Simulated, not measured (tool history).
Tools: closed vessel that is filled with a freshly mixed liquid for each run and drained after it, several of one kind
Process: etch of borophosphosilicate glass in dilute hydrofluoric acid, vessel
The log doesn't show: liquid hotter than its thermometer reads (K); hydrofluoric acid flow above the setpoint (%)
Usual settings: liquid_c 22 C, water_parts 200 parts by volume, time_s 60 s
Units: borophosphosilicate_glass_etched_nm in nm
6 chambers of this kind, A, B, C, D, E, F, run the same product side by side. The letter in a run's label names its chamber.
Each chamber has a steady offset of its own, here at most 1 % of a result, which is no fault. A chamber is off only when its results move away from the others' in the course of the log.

| run | hour | liquid_c | water_parts | time_s | hours since the thermometer was replaced | hours since the hydrofluoric acid flow meter was replaced | read-back film thickness of the borophosphosilicate glass reference wafer, read on the same gauge (nm) | borophosphosilicate_glass_etched_nm |
|---|---|---|---|---|---|---|---|---|
| 1D | 4.1 | 22 | 200 | 60 | 470.4 | 232.7 | 49.971 | 18.285 |
| 2A | 8.5 | 22 | 200 | 60 | 1218.1 | 1223.9 | 49.988 | 18.317 |
| 3E | 11.4 | 22 | 200 | 60 | 1071.4 | 533.6 | 50.015 | 18.48 |
| 4C | 13.9 | 22 | 200 | 60 | 1730.4 | 288.5 | 50.012 | 18.24 |
| 5B | 18.4 | 22 | 200 | 60 | 651.2 | 280.3 | 49.98 | 18.178 |
| 6F | 23 | 22 | 230 | 75 | 1080.5 | 2042.6 | 50.051 | 19.434 |
| 7A | 27.3 | 22 | 230 | 75 | 1236.9 | 1242.7 | 49.984 | 19.253 |
| 8B | 31.4 | 22 | 230 | 75 | 664.2 | 293.3 | 50.029 | 19.419 |
| 9C | 34.9 | 22 | 230 | 75 | 1751.4 | 309.5 | 50.016 | 19.41 |
| 10E | 38.4 | 22 | 230 | 75 | 1098.4 | 560.6 | 49.972 | 19.523 |
| 11D | 40.7 | 22 | 230 | 75 | 507 | 269.3 | 50.026 | 19.582 |
| 12F | 43.3 | 22 | 200 | 60 | 1100.8 | 2062.9 | 50.014 | 18.241 |
| 13E | 45.5 | 22 | 200 | 60 | 1105.5 | 567.7 | 49.992 | 18.483 |
| 14A | 50.2 | 22 | 275 | 60 | 1259.8 | 1265.6 | 49.988 | 12.304 |
| 15C | 54.1 | 22 | 275 | 60 | 1770.6 | 328.7 | 50.033 | 12.266 |
| 16D | 57.5 | 22 | 275 | 60 | 523.8 | 286.1 | 49.985 | 12.864 |
| 17B | 61.9 | 22 | 275 | 60 | 694.7 | 323.8 | 49.98 | 12.385 |
| 18F | 64.3 | 22 | 275 | 60 | 1121.8 | 2083.9 | 50.008 | 12.377 |
| 19E | 67 | 22 | 275 | 60 | 1127 | 589.2 | 50.006 | 12.502 |
| 20F | 69.7 | 22 | 200 | 60 | 1127.2 | 2089.3 | 50.03 | 18.342 |
| 21B | 73.7 | 22 | 200 | 60 | 706.5 | 335.6 | 49.986 | 18.393 |
| 22C | 76.9 | 22 | 200 | 60 | 1793.4 | 351.5 | 49.995 | 18.395 |
| 23D | 79 | 22 | 200 | 60 | 545.3 | 307.6 | 50.005 | 18.895 |
| 24A | 81.6 | 22 | 200 | 60 | 1291.2 | 1297 | 49.965 | 18.245 |
| 25F | 85.4 | 22 | 200 | 60 | 1142.9 | 2105 | 49.981 | 18.608 |
| 26E | 87.9 | 22 | 200 | 60 | 1147.9 | 610.1 | 49.994 | 18.531 |
| 27A | 90.5 | 22 | 200 | 60 | 1300.1 | 1305.9 | 50.007 | 18.261 |
| 28B | 93.8 | 22 | 200 | 60 | 726.6 | 355.7 | 49.999 | 18.369 |
| 29C | 98 | 26 | 200 | 60 | 1814.5 | 372.6 | 50.036 | 21.324 |
| 30D | 101.1 | 26 | 200 | 60 | 567.4 | 329.7 | 50.011 | 22.707 |
| 31D | 103.9 | 26 | 200 | 60 | 570.2 | 332.5 | 49.991 | 22.683 |
| 32F | 108.5 | 26 | 200 | 60 | 1166 | 2128.1 | 49.97 | 21.283 |
| 33A | 112.9 | 26 | 200 | 60 | 1322.5 | 1328.3 | 50.004 | 20.929 |
| 34B | 117.5 | 26 | 200 | 60 | 750.3 | 379.4 | 49.996 | 21.452 |
| 35C | 121.7 | 22 | 200 | 60 | 1838.2 | 396.3 | 50.003 | 18.323 |
| 36E | 126 | 22 | 200 | 60 | 1186 | 648.2 | 49.994 | 18.586 |
| 37A | 128.5 | 17.5 | 200 | 60 | 1338.1 | 1343.9 | 50.008 | 15.227 |
| 38E | 131.2 | 17.5 | 200 | 60 | 1191.2 | 653.4 | 49.974 | 15.318 |
| 39B | 133.7 | 17.5 | 200 | 60 | 766.5 | 395.6 | 49.977 | 15.544 |
| 40D | 138.2 | 17.5 | 200 | 60 | 604.5 | 366.8 | 49.976 | 16.745 |
| 41C | 141.1 | 17.5 | 200 | 60 | 1857.6 | 415.7 | 49.986 | 15.455 |
| 42F | 145 | 17.5 | 200 | 60 | 1202.5 | 2164.6 | 50.013 | 15.185 |

What goes on in this fleet: one chamber off, a drifting gauge, or nothing beyond the chambers' own small offsets? Name the chamber and the cause, if any.

Chamber D drifts away from the others.
Cause: hydrofluoric acid flow above the setpoint (%) = 8.
The log may not tell that from: liquid hotter than its thermometer reads (K).

Here are 4 candidates for chamber D's next run, each the usual settings with a change, their results left as question marks. Which one brings its results back in line with what the others give on the usual settings?
In line means no further than this from the other chambers' mean on the usual settings: borophosphosilicate_glass_etched_nm 0.43 nm
| 43D-1 | 148.5 | 27.5 | 200 | 60 |  |  |  | ? |
| 43D-2 | 148.5 | 21.5 | 220 | 55 |  |  |  | ? |
| 43D-3 | 148.5 | 22 | 200 | 55 |  |  |  | ? |
| 43D-4 | 148.5 | 24.5 | 200 | 60 |  |  |  | ? |

The other chambers' mean on the usual settings: borophosphosilicate_glass_etched_nm 18.353 nm
| run | borophosphosilicate_glass_etched_nm |
|---|---|
| 43D-1 | 24.779 |
| 43D-2 | 16.241 |
| 43D-3 | 18.528 |
| 43D-4 | 22.203 |
43D-3 brings the chamber back in line.
